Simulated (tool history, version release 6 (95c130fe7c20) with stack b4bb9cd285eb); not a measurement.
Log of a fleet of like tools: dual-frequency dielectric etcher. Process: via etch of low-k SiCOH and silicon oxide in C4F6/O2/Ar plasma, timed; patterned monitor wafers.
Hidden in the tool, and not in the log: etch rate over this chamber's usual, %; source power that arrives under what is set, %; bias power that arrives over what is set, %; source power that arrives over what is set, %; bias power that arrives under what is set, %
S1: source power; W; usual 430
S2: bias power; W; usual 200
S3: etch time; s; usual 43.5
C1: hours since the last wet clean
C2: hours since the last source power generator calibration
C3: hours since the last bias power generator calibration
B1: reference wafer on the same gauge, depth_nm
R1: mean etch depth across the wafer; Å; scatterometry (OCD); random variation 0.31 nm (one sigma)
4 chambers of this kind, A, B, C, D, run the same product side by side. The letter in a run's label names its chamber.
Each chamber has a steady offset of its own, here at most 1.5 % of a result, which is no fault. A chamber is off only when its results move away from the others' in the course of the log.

run 1B hour=9.2 | S1=430 S2=200 S3=43.5 | C1=278.9 C2=2680.2 C3=316.3 | B1=106.98 | R1=1098.50
-- hour=15.2 chamber D: wet clean of the chamber
run 2D hour=24.0 | S1=430 S2=200 S3=43.5 | C1=8.9 C2=1220.2 C3=1875.0 | B1=107.08 | R1=1095.20
run 3A hour=31.1 | S1=430 S2=200 S3=43.5 | C1=304.0 C2=287.0 C3=2765.1 | B1=106.99 | R1=1089.80
run 4C hour=38.7 | S1=430 S2=200 S3=43.5 | C1=332.3 C2=3878.7 C3=1371.7 | B1=106.94 | R1=1092.10
run 5D hour=53.7 | S1=430 S2=200 S3=43.5 | C1=38.6 C2=1249.9 C3=1904.7 | B1=107.05 | R1=1083.50
run 6A hour=64.8 | S1=430 S2=200 S3=43.5 | C1=337.7 C2=320.7 C3=2798.8 | B1=106.96 | R1=1090.40
run 7C hour=80.2 | S1=430 S2=200 S3=43.5 | C1=373.8 C2=3920.2 C3=1413.2 | B1=107.03 | R1=1084.00
run 8B hour=93.8 | S1=430 S2=200 S3=43.5 | C1=363.5 C2=2764.8 C3=400.9 | B1=107.08 | R1=1103.80
run 9A hour=107.7 | S1=430 S2=200 S3=43.5 | C1=380.6 C2=363.6 C3=2841.7 | B1=107.01 | R1=1090.40
run 10D hour=122.4 | S1=430 S2=200 S3=43.5 | C1=107.3 C2=1318.6 C3=1973.4 | B1=107.01 | R1=1087.90
run 11B hour=136.1 | S1=430 S2=200 S3=43.5 | C1=405.8 C2=2807.1 C3=443.2 | B1=106.96 | R1=1108.60
run 12C hour=146.9 | S1=330 S2=200 S3=31.0 | C1=440.5 C2=3986.9 C3=1479.9 | B1=107.03 | R1=696.56
run 13A hour=154.1 | S1=330 S2=200 S3=31.0 | C1=427.0 C2=410.0 C3=2888.1 | B1=107.05 | R1=704.63
run 14C hour=166.8 | S1=330 S2=200 S3=31.0 | C1=460.4 C2=4006.8 C3=1499.8 | B1=107.06 | R1=699.55
run 15B hour=180.0 | S1=330 S2=200 S3=31.0 | C1=449.7 C2=2851.0 C3=487.1 | B1=107.04 | R1=714.16
run 16D hour=193.0 | S1=430 S2=200 S3=43.5 | C1=177.9 C2=1389.2 C3=2044.0 | B1=106.92 | R1=1090.30
-- hour=196.0 chamber A: wet clean of the chamber
run 17D hour=205.2 | S1=430 S2=200 S3=43.5 | C1=190.1 C2=1401.4 C3=2056.2 | B1=107.02 | R1=1092.20
run 18B hour=220.2 | S1=430 S2=200 S3=43.5 | C1=489.9 C2=2891.2 C3=527.3 | B1=106.97 | R1=1105.70
-- hour=231.7 chamber B: wet clean of the chamber
run 19C hour=232.5 | S1=430 S2=200 S3=43.5 | C1=526.1 C2=4072.5 C3=1565.5 | B1=107.00 | R1=1085.00
run 20A hour=247.0 | S1=430 S2=200 S3=43.5 | C1=51.1 C2=502.9 C3=2981.0 | B1=107.03 | R1=1119.70
run 21C hour=254.9 | S1=430 S2=200 S3=43.5 | C1=548.5 C2=4094.9 C3=1587.9 | B1=107.09 | R1=1087.20
run 22A hour=269.7 | S1=430 S2=200 S3=43.5 | C1=73.8 C2=525.6 C3=3003.7 | B1=107.03 | R1=1119.60
run 23B hour=277.1 | S1=430 S2=200 S3=43.5 | C1=45.4 C2=2948.1 C3=584.2 | B1=107.00 | R1=1103.70
run 24D hour=286.5 | S1=430 S2=200 S3=43.5 | C1=271.4 C2=1482.7 C3=2137.5 | B1=106.99 | R1=1089.50
run 25A hour=299.5 | S1=430 S2=200 S3=43.5 | C1=103.6 C2=555.4 C3=3033.5 | B1=107.06 | R1=1121.70
run 26B hour=314.8 | S1=520 S2=200 S3=43.5 | C1=83.1 C2=2985.8 C3=621.9 | B1=107.03 | R1=1196.30
run 27D hour=325.8 | S1=520 S2=200 S3=43.5 | C1=310.7 C2=1522.0 C3=2176.8 | B1=106.98 | R1=1175.50
run 28C hour=342.3 | S1=520 S2=200 S3=43.5 | C1=635.9 C2=4182.3 C3=1675.3 | B1=106.99 | R1=1171.40
run 29A hour=352.2 | S1=520 S2=200 S3=43.5 | C1=156.3 C2=608.1 C3=3086.2 | B1=106.92 | R1=1208.20
-- hour=356.9 chamber C: source power generator calibrated
run 30C hour=368.6 | S1=430 S2=200 S3=43.5 | C1=662.2 C2=11.7 C3=1701.6 | B1=107.01 | R1=1080.10
run 31D hour=381.5 | S1=430 S2=200 S3=43.5 | C1=366.4 C2=1577.7 C3=2232.5 | B1=107.00 | R1=1089.00
run 32B hour=396.6 | S1=430 S2=200 S3=43.5 | C1=164.9 C2=3067.6 C3=703.7 | B1=107.02 | R1=1101.10

All 4 chambers run these settings next. Forecast each chamber's results:
run 33A hour=408.4 | S1=430 S2=200 S3=43.5 | R1=?
run 33B hour=408.4 | S1=430 S2=200 S3=43.5 | R1=?
run 33C hour=408.4 | S1=430 S2=200 S3=43.5 | R1=?
run 33D hour=408.4 | S1=430 S2=200 S3=43.5 | R1=?

run=33A R1=1120.60
run=33B R1=1109.70
run=33C R1=1081.00
run=33D R1=1088.40

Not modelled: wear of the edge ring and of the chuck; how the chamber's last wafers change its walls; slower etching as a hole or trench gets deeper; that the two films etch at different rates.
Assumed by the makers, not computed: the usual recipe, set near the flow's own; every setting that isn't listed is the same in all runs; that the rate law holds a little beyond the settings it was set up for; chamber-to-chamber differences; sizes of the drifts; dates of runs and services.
